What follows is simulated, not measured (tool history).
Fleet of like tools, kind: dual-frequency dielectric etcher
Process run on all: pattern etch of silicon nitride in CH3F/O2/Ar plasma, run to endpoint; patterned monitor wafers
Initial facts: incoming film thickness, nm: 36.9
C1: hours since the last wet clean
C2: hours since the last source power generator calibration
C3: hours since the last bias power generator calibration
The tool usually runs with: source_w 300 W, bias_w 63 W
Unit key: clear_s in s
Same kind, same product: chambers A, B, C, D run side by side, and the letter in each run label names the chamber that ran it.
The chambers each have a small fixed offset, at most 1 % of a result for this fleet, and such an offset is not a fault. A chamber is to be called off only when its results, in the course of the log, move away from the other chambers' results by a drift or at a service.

run 1D day=0.433 | source_w=300 bias_w=63 | C1=374.8 C2=3020.3 C3=2690.8 | clear_s=62.395
-- day=0.608 chamber D: source power generator calibrated
run 2B day=0.892 | source_w=300 bias_w=63 | C1=328.1 C2=43.0 C3=1174.8 | clear_s=62.671
run 3A day=1.100 | source_w=300 bias_w=63 | C1=509.1 C2=2393.2 C3=1362.9 | clear_s=62.270
run 4C day=1.450 | source_w=300 bias_w=63 | C1=388.7 C2=2783.9 C3=236.2 | clear_s=62.772
run 5B day=1.688 | source_w=300 bias_w=63 | C1=347.2 C2=62.1 C3=1193.9 | clear_s=63.081
-- day=1.842 chamber A: wet clean of the chamber
run 6D day=2.096 | source_w=300 bias_w=63 | C1=414.7 C2=35.8 C3=2730.7 | clear_s=62.225
run 7A day=2.342 | source_w=300 bias_w=63 | C1=12.1 C2=2423.0 C3=1392.7 | clear_s=62.214
run 8C day=2.771 | source_w=300 bias_w=63 | C1=420.4 C2=2815.6 C3=267.9 | clear_s=62.990
run 9A day=3.204 | source_w=340 bias_w=56 | C1=32.8 C2=2443.7 C3=1413.4 | clear_s=62.108
run 10B day=3.433 | source_w=340 bias_w=56 | C1=389.1 C2=104.0 C3=1235.8 | clear_s=62.143
run 11C day=3.796 | source_w=340 bias_w=56 | C1=445.0 C2=2840.2 C3=292.5 | clear_s=62.696
run 12D day=4.029 | source_w=340 bias_w=56 | C1=461.1 C2=82.2 C3=2777.1 | clear_s=62.083
run 13A day=4.267 | source_w=300 bias_w=63 | C1=58.3 C2=2469.2 C3=1438.9 | clear_s=62.528
run 14D day=4.504 | source_w=300 bias_w=63 | C1=472.5 C2=93.6 C3=2788.5 | clear_s=62.635
-- day=4.633 chamber C: wet clean of the chamber
run 15C day=4.954 | source_w=300 bias_w=63 | C1=7.8 C2=2868.0 C3=320.3 | clear_s=59.981
-- day=5.212 chamber D: wet clean of the chamber
run 16B day=5.350 | source_w=300 bias_w=63 | C1=435.1 C2=150.0 C3=1281.8 | clear_s=62.684
run 17B day=5.596 | source_w=340 bias_w=63 | C1=441.0 C2=155.9 C3=1287.7 | clear_s=60.087
run 18D day=5.992 | source_w=340 bias_w=63 | C1=18.8 C2=129.3 C3=2824.2 | clear_s=59.686
run 19A day=6.379 | source_w=340 bias_w=63 | C1=109.0 C2=2519.9 C3=1489.6 | clear_s=59.440
run 20C day=6.821 | source_w=340 bias_w=63 | C1=52.6 C2=2912.8 C3=365.1 | clear_s=56.959
run 21A day=7.275 | source_w=300 bias_w=63 | C1=130.5 C2=2541.4 C3=1511.1 | clear_s=62.349
run 22C day=7.633 | source_w=300 bias_w=63 | C1=72.1 C2=2932.3 C3=384.6 | clear_s=60.254
-- day=7.771 chamber D: bias power generator calibrated
run 23B day=7.833 | source_w=300 bias_w=63 | C1=494.7 C2=209.6 C3=1341.4 | clear_s=62.782
run 24D day=8.179 | source_w=350 bias_w=63 | C1=71.3 C2=181.8 C3=9.9 | clear_s=58.336
run 25A day=8.392 | source_w=350 bias_w=63 | C1=157.3 C2=2568.2 C3=1537.9 | clear_s=58.903
run 26B day=8.692 | source_w=350 bias_w=63 | C1=515.3 C2=230.2 C3=1362.0 | clear_s=59.273
run 27C day=8.904 | source_w=350 bias_w=63 | C1=102.6 C2=2962.8 C3=415.1 | clear_s=57.047

Does one chamber stand apart from the rest, does the shared gauge drift, or is all well apart from small per-chamber offsets? Give the chamber and the most likely cause, where there is one.

The work done on chamber C during a service left it standing apart from the others.
What lies behind it: etch rate over this chamber's usual, % = 5.3.

Below are 4 candidate recipes for chamber C's next run, each the usual settings with a change, their results shown as question marks. Which of them brings C's results back in line with what the other chambers give on the usual settings?
To be in line, a result may differ from the other chambers' mean on the usual settings by at most: clear_s 1.200 s
run 28C-1 day=9.233 | source_w=320 bias_w=66 | clear_s=?
run 28C-2 day=9.233 | source_w=270 bias_w=63 | clear_s=?
run 28C-3 day=9.233 | source_w=300 bias_w=64 | clear_s=?
run 28C-4 day=9.233 | source_w=300 bias_w=61 | clear_s=?

On the usual settings, the other chambers give on average: clear_s 62.451 s
run=28C-1 clear_s=56.998
run=28C-2 clear_s=61.824
run=28C-3 clear_s=59.045
run=28C-4 clear_s=60.001
It is 28C-2 that realigns the chamber with its peers.
